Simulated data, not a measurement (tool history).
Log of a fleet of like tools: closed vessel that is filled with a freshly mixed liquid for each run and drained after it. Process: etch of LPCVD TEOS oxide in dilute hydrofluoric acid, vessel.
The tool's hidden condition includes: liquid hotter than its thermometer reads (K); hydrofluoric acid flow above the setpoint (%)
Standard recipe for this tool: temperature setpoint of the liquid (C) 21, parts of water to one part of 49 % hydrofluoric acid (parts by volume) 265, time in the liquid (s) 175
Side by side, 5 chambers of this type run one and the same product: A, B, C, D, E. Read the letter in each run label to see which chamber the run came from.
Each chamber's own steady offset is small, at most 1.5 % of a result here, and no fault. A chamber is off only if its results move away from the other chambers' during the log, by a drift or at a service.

run	day	temperature setpoint of the liquid (C)	parts of water to one part of 49 % hydrofluoric acid (parts by volume)	time in the liquid (s)	hours since the thermometer was replaced	hours since the hydrofluoric acid flow meter was replaced	read-back film thickness of the LPCVD TEOS oxide reference wafer, read on the same gauge (nm)	thickness taken off the LPCVD TEOS oxide on a monitor wafer (angstrom)
1B	0.112	21	265	175	1003.8	194.3	139.97	180.41
2C	0.229	21	265	175	430.9	413.3	140	181.21
3A	0.45	21	265	175	261.7	508.9	140.03	180.33
# day 0.554: chamber E: thermometer replaced
4D	0.658	21	265	175	2541.2	1474	140.01	184.2
5E	0.85	21	265	175	7.2	509.2	140.02	181.17
6A	1.05	21	265	175	276.1	523.3	139.99	180.65
7D	1.196	21	265	175	2554.1	1486.9	140.01	184.13
8C	1.312	21	265	175	456.9	439.3	140	182.56
9E	1.562	21	265	175	24.3	526.3	139.97	181.19
10B	1.688	21	265	175	1041.6	232.1	139.98	181.19
11B	1.908	21	265	175	1046.9	237.4	139.99	181.84
12D	2.129	25.5	265	130	2576.5	1509.3	139.99	160.55
13E	2.329	25.5	265	130	42.7	544.7	139.98	157.81
14C	2.458	25.5	265	130	484.4	466.8	140.01	159.77
15A	2.583	25.5	265	130	312.9	560.1	140.03	156.73
16B	2.758	25.5	265	130	1067.3	257.8	139.99	160.32
17A	2.888	21	265	175	320.2	567.4	140.02	180.07
18C	3.138	21	265	175	500.7	483.1	140.02	181.91
19E	3.388	21	265	175	68.1	570.1	139.99	180.78
20D	3.538	21	265	175	2610.3	1543.1	140.01	183.54
21B	3.792	21	265	175	1092.1	282.6	140.01	184.98
22A	4.033	21	265	175	347.7	594.9	140	179.22
23E	4.279	21	265	175	89.5	591.5	140.01	181.3
24D	4.512	21	330	175	2633.7	1566.5	140	139.58
25C	4.717	21	330	175	538.6	521	140.01	137.64
26A	4.933	21	330	175	369.3	616.5	140	135.37
27E	5.05	21	330	175	108	610	140	137.66
28C	5.3	21	330	175	552.6	535	140	138.46
29D	5.417	21	265	175	2655.4	1588.2	140.01	184.21
30B	5.529	21	265	175	1133.8	324.3	139.99	186.5
31A	5.675	21	265	175	387.1	634.3	140.02	181.9
32E	5.888	21	265	175	128.1	630.1	140.02	179.85
33B	6	21	265	175	1145.1	335.6	139.97	185.95
34C	6.238	21	265	175	575.1	557.5	140	181.18
35D	6.354	21	265	175	2677.9	1610.7	140.02	184.49
36B	6.492	21	325	215	1156.9	347.4	140.01	175.85
37E	6.704	21	325	215	147.7	649.7	140	172.47
38A	6.925	21	325	215	417.1	664.3	140.01	169.69
39D	7.088	21	325	215	2695.5	1628.3	140	174.13
40C	7.204	21	325	215	598.3	580.7	139.98	172.06
41A	7.354	21	265	175	427.4	674.6	140.02	180.79
42C	7.571	21	265	175	607.1	589.5	140.01	181.22
43D	7.821	18.5	180	175	2713.1	1645.9	140.03	264.16

Is one chamber out of step, is the gauge drifting, or do the chambers differ by no more than their own small offsets? For an off chamber, give its letter and the likeliest cause.

Little by little, chamber B moves away from the other chambers.
Likeliest cause: liquid hotter than its thermometer reads (K) = 0.983.
The log may not separate it from: hydrofluoric acid flow above the setpoint (%).

Here are 4 candidates for chamber B's next run, each the usual settings with a change, their results left as question marks. Which one brings its results back in line with what the others give on the usual settings?
Allowed miss from the other chambers' usual-settings mean, per result, to count as in line: thickness taken off the LPCVD TEOS oxide on a monitor wafer (angstrom) 2.5
44B-1	8.008	22	265	175				?
44B-2	8.008	21	270	170				?
44B-3	8.008	21	265	185				?
44B-4	8.008	21	265	170				?

Average result of the remaining chambers running the usual settings: thickness taken off the LPCVD TEOS oxide on a monitor wafer (angstrom) 181.88
run	thickness taken off the LPCVD TEOS oxide on a monitor wafer (angstrom)
44B-1	195.45
44B-2	178.8
44B-3	199.21
44B-4	183.06
The right change is 44B-4: it brings the chamber back within the allowed miss of the others.
